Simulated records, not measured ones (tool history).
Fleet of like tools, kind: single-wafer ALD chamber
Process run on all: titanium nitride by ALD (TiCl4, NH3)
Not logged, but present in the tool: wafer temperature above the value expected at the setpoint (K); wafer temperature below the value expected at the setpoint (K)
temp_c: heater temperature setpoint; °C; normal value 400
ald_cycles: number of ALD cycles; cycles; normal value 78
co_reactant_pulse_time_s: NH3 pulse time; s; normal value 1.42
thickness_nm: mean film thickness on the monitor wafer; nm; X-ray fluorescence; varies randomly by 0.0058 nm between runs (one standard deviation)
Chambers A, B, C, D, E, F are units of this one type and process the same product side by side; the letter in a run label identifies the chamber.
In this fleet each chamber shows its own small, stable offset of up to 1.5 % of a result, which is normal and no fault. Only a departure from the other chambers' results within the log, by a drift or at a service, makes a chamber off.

run	hour	temp_c	ald_cycles	co_reactant_pulse_time_s	hours since the last thermocouple change	read-back reference wafer on the same gauge, thickness_nm	thickness_nm
1D	6.4	400	78	1.42	490.8	1.8598	1.7034
2A	18.7	400	78	1.42	625.6	1.8607	1.7041
3B	26.8	400	78	1.42	937.1	1.8613	1.701
4F	34.9	400	78	1.42	581.4	1.8596	1.6775
5E	43.7	400	78	1.42	294.8	1.8607	1.7058
6C	54.3	400	78	1.42	959.7	1.8592	1.6947
7D	60.7	400	78	1.42	545.1	1.8582	1.7039
8F	66.5	400	78	1.42	613	1.8598	1.6751
9B	75.1	400	78	1.42	985.4	1.8585	1.6993
10C	82.6	400	78	1.42	988	1.8598	1.7016
11E	88.2	400	78	1.42	339.3	1.8597	1.7089
12A	95.1	413	78	1.42	702	1.8588	1.7059
13D	101.8	413	78	1.42	586.2	1.8609	1.7085
14A	109.2	413	78	1.42	716.1	1.8581	1.7069
15E	118.5	413	78	1.42	369.6	1.8596	1.714
16C	127.3	413	78	1.42	1032.7	1.8586	1.7012
17B	133.7	413	78	1.42	1044	1.8597	1.7158
18F	141.8	400	84	1.25	688.3	1.8598	1.7823
19F	149.3	400	84	1.25	695.8	1.8588	1.7977
20C	160.5	400	84	1.25	1065.9	1.862	1.8184
21D	170.3	400	84	1.25	654.7	1.859	1.8211
22B	180.1	400	84	1.25	1090.4	1.8595	1.824
23A	186.3	400	84	1.25	793.2	1.8603	1.8081
24E	192.3	400	78	1.42	443.4	1.8589	1.7037
25B	201.9	400	78	1.42	1112.2	1.8576	1.7018
26A	207.5	400	78	1.42	814.4	1.8587	1.6972
27D	214.1	400	78	1.42	698.5	1.86	1.7028
28F	222.3	400	78	1.42	768.8	1.8611	1.6693
29C	233.2	400	78	1.42	1138.6	1.8614	1.6944
30E	241.8	400	78	1.42	492.9	1.8599	1.7058
31A	248.2	400	78	1.42	855.1	1.8597	1.6895
32B	254.4	400	78	1.42	1164.7	1.8594	1.7035
33D	261.7	400	78	1.42	746.1	1.8599	1.6947
34C	271.5	400	78	1.42	1176.9	1.8592	1.6902
35F	281.7	414	78	1.42	828.2	1.8592	1.6833
36E	288.4	414	78	1.42	539.5	1.8603	1.7162
37E	296.8	414	78	1.42	547.9	1.8603	1.719
38A	302.4	414	78	1.42	909.3	1.8603	1.714
39F	312.7	414	78	1.42	859.2	1.8621	1.6903
40D	321.5	414	78	1.42	805.9	1.8599	1.7171
41B	333.5	400	78	1.42	1243.8	1.8596	1.7145
42C	345.3	400	78	1.42	1250.7	1.8594	1.6919
43B	351.7	400	78	1.42	1262	1.8613	1.7019
44C	362.8	400	78	1.42	1268.2	1.8582	1.6922

Decide between three cases: one chamber stands off from its peers, the gauge reading all wafers drifts, or nothing is wrong past each chamber's small offset. Where a chamber is off, say which and what most likely put it there.

Nothing is wrong: each chamber keeps only its own small, steady offset and the gauge holds still.

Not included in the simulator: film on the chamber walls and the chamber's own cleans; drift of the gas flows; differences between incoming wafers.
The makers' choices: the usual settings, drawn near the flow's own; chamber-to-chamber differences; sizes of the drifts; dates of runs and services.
